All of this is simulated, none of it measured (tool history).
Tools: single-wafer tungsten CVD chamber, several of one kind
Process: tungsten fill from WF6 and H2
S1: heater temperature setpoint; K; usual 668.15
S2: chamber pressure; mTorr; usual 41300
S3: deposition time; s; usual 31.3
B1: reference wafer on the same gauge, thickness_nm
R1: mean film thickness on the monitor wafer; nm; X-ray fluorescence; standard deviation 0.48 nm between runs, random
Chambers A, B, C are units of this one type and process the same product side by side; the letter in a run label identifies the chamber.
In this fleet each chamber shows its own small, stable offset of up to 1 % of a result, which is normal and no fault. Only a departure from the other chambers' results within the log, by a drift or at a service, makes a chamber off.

Run 1C, day 0.133: usual settings; B1 88.075. Result: R1 96.828 nm.
Run 2B, day 0.333: usual settings; B1 88.137. Result: R1 96.353 nm.
Run 3A, day 0.500: usual settings; B1 88.155. Result: R1 96.910 nm.
Run 4A, day 0.633: usual settings; B1 88.217. Result: R1 97.252 nm.
Run 5B, day 0.779: usual settings; B1 87.980. Result: R1 96.639 nm.
Run 6C, day 0.917: usual settings; B1 88.021. Result: R1 96.590 nm.
Run 7C, day 1.075: usual settings; B1 88.020. Result: R1 96.586 nm.
Run 8A, day 1.200: usual settings; B1 88.036. Result: R1 97.745 nm.
Run 9B, day 1.321: usual settings; B1 88.025. Result: R1 97.018 nm.
Run 10C, day 1.500: usual settings; B1 88.107. Result: R1 96.811 nm.
Run 11A, day 1.604: usual settings; B1 88.030. Result: R1 96.681 nm.
Run 12B, day 1.721: usual settings; B1 88.048. Result: R1 97.349 nm.
Run 13A, day 1.892: usual settings; B1 87.999. Result: R1 96.955 nm.
Run 14B, day 2.042: usual settings; B1 88.145. Result: R1 97.547 nm.
Run 15C, day 2.171: usual settings; B1 88.087. Result: R1 97.580 nm.
Run 16A, day 2.333: usual settings; B1 88.057. Result: R1 97.840 nm.
At day 2.404: chamber B: thermocouple changed; heater temperature recalibrated.
Run 17C, day 2.488: usual settings; B1 88.234. Result: R1 96.974 nm.
Run 18B, day 2.629: usual settings; B1 88.144. Result: R1 100.400 nm.
Run 19A, day 2.733: usual settings; B1 88.058. Result: R1 97.294 nm.
Run 20C, day 2.875: usual settings; B1 88.174. Result: R1 97.926 nm.
Run 21B, day 3.021: usual settings; B1 88.209. Result: R1 100.650 nm.
Run 22A, day 3.208: usual settings; B1 88.120. Result: R1 97.083 nm.
Run 23B, day 3.333: usual settings but S2 34800 mTorr; B1 88.031. Result: R1 92.337 nm.
Run 24C, day 3.542: usual settings but S2 34800 mTorr; B1 87.989. Result: R1 89.833 nm.
Run 25C, day 3.692: usual settings but S2 34800 mTorr; B1 88.056. Result: R1 88.484 nm.
Run 26A, day 3.883: usual settings; B1 88.280. Result: R1 96.578 nm.
Run 27B, day 4.050: usual settings; B1 88.091. Result: R1 99.362 nm.
Run 28C, day 4.204: usual settings; B1 88.091. Result: R1 96.325 nm.
Run 29B, day 4.354: usual settings but S1 673.15 K; B1 88.038. Result: R1 109.540 nm.
Run 30A, day 4.567: usual settings but S1 673.15 K; B1 88.150. Result: R1 106.420 nm.

Has any chamber moved away from the others, gradually or after a service, or does the common gauge drift, or do the chambers differ only by their own small steady offsets? State the chamber and the most likely cause if one applies.

A service left chamber B off against the others.
Likeliest cause: wafer temperature above the value expected at the setpoint (K) = 1.5.

Below are 4 candidate recipes for chamber B's next run, each the usual settings with a change, their results shown as question marks. Which of them brings B's results back in line with what the other chambers give on the usual settings?
Maximum distance from the other chambers' mean on the usual settings for a result to count as in line: R1 1.700 nm
Run 31B-1, day 4.721: usual settings but S1 666.15 K, S2 40700 mTorr, S3 30.7 s. Result: R1 ?.
Run 31B-2, day 4.721: usual settings but S1 670.15 K, S2 41900 mTorr, S3 31.9 s. Result: R1 ?.
Run 31B-3, day 4.721: usual settings but S1 669.15 K, S3 31.6 s. Result: R1 ?.
Run 31B-4, day 4.721: usual settings but S3 30.3 s. Result: R1 ?.

Other chambers, usual settings, mean: R1 96.878 nm
  run       R1
31B-1   93.601
31B-2  106.390
31B-3  102.720
31B-4   96.625
The answer is 31B-4, which returns the chamber to within the allowed miss of the others.

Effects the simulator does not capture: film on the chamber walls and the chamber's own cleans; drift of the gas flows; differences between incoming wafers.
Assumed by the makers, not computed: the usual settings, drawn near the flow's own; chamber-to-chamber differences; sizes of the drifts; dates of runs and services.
